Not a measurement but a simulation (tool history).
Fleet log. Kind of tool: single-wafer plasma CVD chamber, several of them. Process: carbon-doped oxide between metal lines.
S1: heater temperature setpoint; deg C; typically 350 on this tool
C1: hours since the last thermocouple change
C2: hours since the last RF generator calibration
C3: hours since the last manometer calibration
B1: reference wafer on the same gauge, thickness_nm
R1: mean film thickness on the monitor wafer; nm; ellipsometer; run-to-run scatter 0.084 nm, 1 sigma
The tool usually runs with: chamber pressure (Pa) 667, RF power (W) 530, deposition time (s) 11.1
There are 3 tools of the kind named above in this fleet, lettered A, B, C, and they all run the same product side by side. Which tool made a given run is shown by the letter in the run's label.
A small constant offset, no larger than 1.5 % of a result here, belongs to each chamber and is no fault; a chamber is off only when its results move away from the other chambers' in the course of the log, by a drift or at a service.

run 1A hour=4.4 | S1=350 chamber_pressure_(Pa)=667 RF_power_(W)=530 deposition_time_(s)=11.1 | C1=340.9 C2=353.3 C3=1287.1 | B1=63.494 | R1=59.365
run 2C hour=9.3 | S1=350 chamber_pressure_(Pa)=667 RF_power_(W)=530 deposition_time_(s)=11.1 | C1=361.3 C2=234.1 C3=629.1 | B1=63.458 | R1=59.14
run 3B hour=12.6 | S1=350 chamber_pressure_(Pa)=667 RF_power_(W)=530 deposition_time_(s)=11.1 | C1=1388.7 C2=192.9 C3=439.7 | B1=63.464 | R1=59.529
run 4A hour=16.6 | S1=350 chamber_pressure_(Pa)=667 RF_power_(W)=530 deposition_time_(s)=11.1 | C1=353.1 C2=365.5 C3=1299.3 | B1=63.459 | R1=59.503
run 5C hour=20.8 | S1=350 chamber_pressure_(Pa)=780 RF_power_(W)=530 deposition_time_(s)=9.4 | C1=372.8 C2=245.6 C3=640.6 | B1=63.423 | R1=51.235
run 6B hour=24.9 | S1=350 chamber_pressure_(Pa)=780 RF_power_(W)=530 deposition_time_(s)=9.4 | C1=1401 C2=205.2 C3=452 | B1=63.425 | R1=51.458
run 7B hour=27.1 | S1=350 chamber_pressure_(Pa)=780 RF_power_(W)=530 deposition_time_(s)=9.4 | C1=1403.2 C2=207.4 C3=454.2 | B1=63.43 | R1=51.456
run 8A hour=29.6 | S1=350 chamber_pressure_(Pa)=667 RF_power_(W)=530 deposition_time_(s)=11.1 | C1=366.1 C2=378.5 C3=1312.3 | B1=63.41 | R1=59.419
run 9C hour=34.2 | S1=350 chamber_pressure_(Pa)=667 RF_power_(W)=530 deposition_time_(s)=11.1 | C1=386.2 C2=259 C3=654 | B1=63.417 | R1=59.147
run 10A hour=37.2 | S1=350 chamber_pressure_(Pa)=667 RF_power_(W)=530 deposition_time_(s)=11.1 | C1=373.7 C2=386.1 C3=1319.9 | B1=63.404 | R1=59.37
run 11B hour=40.5 | S1=350 chamber_pressure_(Pa)=667 RF_power_(W)=530 deposition_time_(s)=11.1 | C1=1416.6 C2=220.8 C3=467.6 | B1=63.385 | R1=59.406
run 12C hour=45 | S1=362 chamber_pressure_(Pa)=667 RF_power_(W)=530 deposition_time_(s)=11.1 | C1=397 C2=269.8 C3=664.8 | B1=63.376 | R1=57.283
run 13A hour=50 | S1=362 chamber_pressure_(Pa)=667 RF_power_(W)=530 deposition_time_(s)=11.1 | C1=386.5 C2=398.9 C3=1332.7 | B1=63.368 | R1=57.462
run 14C hour=52.8 | S1=362 chamber_pressure_(Pa)=667 RF_power_(W)=530 deposition_time_(s)=11.1 | C1=404.8 C2=277.6 C3=672.6 | B1=63.371 | R1=57.225
-- hour=54.7 chamber B: thermocouple changed; heater temperature recalibrated
run 15B hour=57.6 | S1=350 chamber_pressure_(Pa)=815 RF_power_(W)=530 deposition_time_(s)=11.1 | C1=3 C2=237.9 C3=484.7 | B1=63.317 | R1=60.747
run 16A hour=60.3 | S1=350 chamber_pressure_(Pa)=815 RF_power_(W)=530 deposition_time_(s)=11.1 | C1=396.8 C2=409.2 C3=1343 | B1=63.349 | R1=60.786
run 17C hour=64.2 | S1=350 chamber_pressure_(Pa)=815 RF_power_(W)=530 deposition_time_(s)=11.1 | C1=416.2 C2=289 C3=684 | B1=63.309 | R1=60.579
run 18B hour=68.6 | S1=350 chamber_pressure_(Pa)=667 RF_power_(W)=530 deposition_time_(s)=11.1 | C1=14 C2=248.9 C3=495.7 | B1=63.335 | R1=59.377
run 19A hour=73.3 | S1=350 chamber_pressure_(Pa)=667 RF_power_(W)=530 deposition_time_(s)=11.1 | C1=409.8 C2=422.2 C3=1356 | B1=63.302 | R1=59.315
run 20B hour=77.5 | S1=350 chamber_pressure_(Pa)=667 RF_power_(W)=530 deposition_time_(s)=11.1 | C1=22.9 C2=257.8 C3=504.6 | B1=63.275 | R1=59.289
run 21C hour=81.7 | S1=350 chamber_pressure_(Pa)=667 RF_power_(W)=530 deposition_time_(s)=11.1 | C1=433.7 C2=306.5 C3=701.5 | B1=63.268 | R1=59.097
run 22C hour=86.7 | S1=350 chamber_pressure_(Pa)=667 RF_power_(W)=530 deposition_time_(s)=11.1 | C1=438.7 C2=311.5 C3=706.5 | B1=63.257 | R1=59.038
run 23A hour=89.4 | S1=350 chamber_pressure_(Pa)=667 RF_power_(W)=530 deposition_time_(s)=11.1 | C1=425.9 C2=438.3 C3=1372.1 | B1=63.269 | R1=59.342
run 24B hour=94.2 | S1=350 chamber_pressure_(Pa)=667 RF_power_(W)=530 deposition_time_(s)=11.1 | C1=39.6 C2=274.5 C3=521.3 | B1=63.222 | R1=59.358
run 25B hour=97.4 | S1=350 chamber_pressure_(Pa)=667 RF_power_(W)=530 deposition_time_(s)=11.1 | C1=42.8 C2=277.7 C3=524.5 | B1=63.261 | R1=59.455
run 26C hour=100.9 | S1=350 chamber_pressure_(Pa)=667 RF_power_(W)=530 deposition_time_(s)=11.1 | C1=452.9 C2=325.7 C3=720.7 | B1=63.211 | R1=58.772
run 27A hour=104.3 | S1=350 chamber_pressure_(Pa)=667 RF_power_(W)=530 deposition_time_(s)=11.1 | C1=440.8 C2=453.2 C3=1387 | B1=63.188 | R1=59.252
run 28B hour=108.6 | S1=350 chamber_pressure_(Pa)=667 RF_power_(W)=530 deposition_time_(s)=11.1 | C1=54 C2=288.9 C3=535.7 | B1=63.205 | R1=59.255
run 29A hour=113.2 | S1=350 chamber_pressure_(Pa)=667 RF_power_(W)=530 deposition_time_(s)=11.1 | C1=449.7 C2=462.1 C3=1395.9 | B1=63.187 | R1=59.049
run 30C hour=117.2 | S1=350 chamber_pressure_(Pa)=667 RF_power_(W)=530 deposition_time_(s)=11.1 | C1=469.2 C2=342 C3=737 | B1=63.17 | R1=58.861
run 31B hour=120.4 | S1=350 chamber_pressure_(Pa)=667 RF_power_(W)=530 deposition_time_(s)=11.1 | C1=65.8 C2=300.7 C3=547.5 | B1=63.145 | R1=59.056
run 32A hour=125.3 | S1=350 chamber_pressure_(Pa)=667 RF_power_(W)=530 deposition_time_(s)=11.1 | C1=461.8 C2=474.2 C3=1408 | B1=63.146 | R1=59.11
run 33C hour=127.8 | S1=350 chamber_pressure_(Pa)=667 RF_power_(W)=530 deposition_time_(s)=11.1 | C1=479.8 C2=352.6 C3=747.6 | B1=63.115 | R1=58.72

Has any chamber moved away from the others, gradually or after a service, or does the common gauge drift, or do the chambers differ only by their own small steady offsets? State the chamber and the most likely cause if one applies.

The gauge drifts, so all chambers seem to drift together. No chamber is off.
What lies behind it: gauge reads low (%) = 0.578.

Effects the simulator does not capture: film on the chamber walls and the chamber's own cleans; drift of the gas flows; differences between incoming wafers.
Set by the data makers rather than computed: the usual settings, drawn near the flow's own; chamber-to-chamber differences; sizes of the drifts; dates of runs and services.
